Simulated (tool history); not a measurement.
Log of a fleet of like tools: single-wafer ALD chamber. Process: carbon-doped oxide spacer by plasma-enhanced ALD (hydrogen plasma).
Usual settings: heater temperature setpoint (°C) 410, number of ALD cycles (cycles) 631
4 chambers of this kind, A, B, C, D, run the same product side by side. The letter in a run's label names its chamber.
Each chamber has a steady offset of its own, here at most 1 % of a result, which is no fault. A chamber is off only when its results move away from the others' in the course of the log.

run    day  heater temperature setpoint (°C)  number of ALD cycles (cycles)  read-back reference wafer on the same gauge, thickness_nm  mean film thickness on the monitor wafer (Å)
 1D  0.154                               410                            631                                                     26.900                                        307.48
 2C  0.458                               410                            631                                                     26.899                                        305.76
 3B  0.667                               410                            631                                                     26.892                                        304.32
 4A  0.950                               410                            631                                                     26.902                                        308.71
 5D  1.104                               410                            631                                                     26.889                                        307.87
 6C  1.325                               410                            631                                                     26.887                                        305.04
 7A  1.462                               410                            631                                                     26.918                                        307.05
 8B  1.642                               410                            631                                                     26.908                                        302.81
 9D  1.900                               410                            631                                                     26.896                                        305.85
10C  2.092                               410                            631                                                     26.893                                        305.99
11B  2.242                               410                            631                                                     26.907                                        304.97
12A  2.471                               410                            631                                                     26.882                                        308.81
13D  2.692                               410                            631                                                     26.917                                        307.60
14B  2.871                               410                            631                                                     26.903                                        303.73
15A  3.046                               396                            690                                                     26.906                                        347.01
16C  3.246                               396                            690                                                     26.905                                        344.92
17B  3.550                               396                            690                                                     26.903                                        343.35
     3.671  -- chamber D: thermocouple changed; heater temperature recalibrated
18D  3.850                               396                            690                                                     26.917                                        347.39
19A  4.138                               410                            631                                                     26.889                                        308.42
20C  4.288                               410                            631                                                     26.927                                        306.99
21B  4.500                               425                            631                                                     26.908                                        289.94
22D  4.725                               425                            631                                                     26.902                                        298.82
23A  4.950                               425                            631                                                     26.895                                        292.90
24C  5.212                               425                            631                                                     26.896                                        291.38
25D  5.450                               410                            631                                                     26.890                                        313.64
26A  5.621                               410                            631                                                     26.883                                        307.51
27C  5.800                               410                            631                                                     26.908                                        306.51
28B  6.017                               410                            631                                                     26.907                                        305.39
29A  6.196                               410                            631                                                     26.884                                        307.68
30C  6.458                               410                            631                                                     26.898                                        305.50
31D  6.646                               417                            723                                                     26.883                                        349.96
32B  6.950                               417                            723                                                     26.889                                        340.34
33A  7.092                               417                            723                                                     26.913                                        345.12
34B  7.308                               417                            723                                                     26.893                                        341.84
35D  7.600                               410                            631                                                     26.908                                        311.26
36C  7.808                               410                            631                                                     26.907                                        306.97
37A  8.075                               410                            631                                                     26.913                                        308.27
38C  8.279                               410                            631                                                     26.901                                        307.12
39D  8.450                               410                            631                                                     26.894                                        312.26
40B  8.742                               410                            631                                                     26.899                                        303.63

What goes on in this fleet: one chamber off, a drifting gauge, or nothing beyond the chambers' own small offsets? Name the chamber and the cause, if any.

A service left chamber D off against the others.
Cause: wafer temperature below the value expected at the setpoint (K) = 5.3.

Here are 4 candidates for chamber D's next run, each the usual settings with a change, their results left as question marks. Which one brings its results back in line with what the others give on the usual settings?
In line means no further than this from the other chambers' mean on the usual settings: mean film thickness on the monitor wafer (Å) 3.30
41D-1  8.958                               410                            616                                                                                                        ?
41D-2  8.958                               410                            658                                                                                                        ?
41D-3  8.958                               411                            605                                                                                                        ?
41D-4  8.958                               410                            645                                                                                                        ?

The other chambers' mean on the usual settings: mean film thickness on the monitor wafer (Å) 305.58
  run  mean film thickness on the monitor wafer (Å)
41D-1                                        305.90
41D-2                                        326.75
41D-3                                        299.53
41D-4                                        320.30
41D-1 brings the chamber back in line.
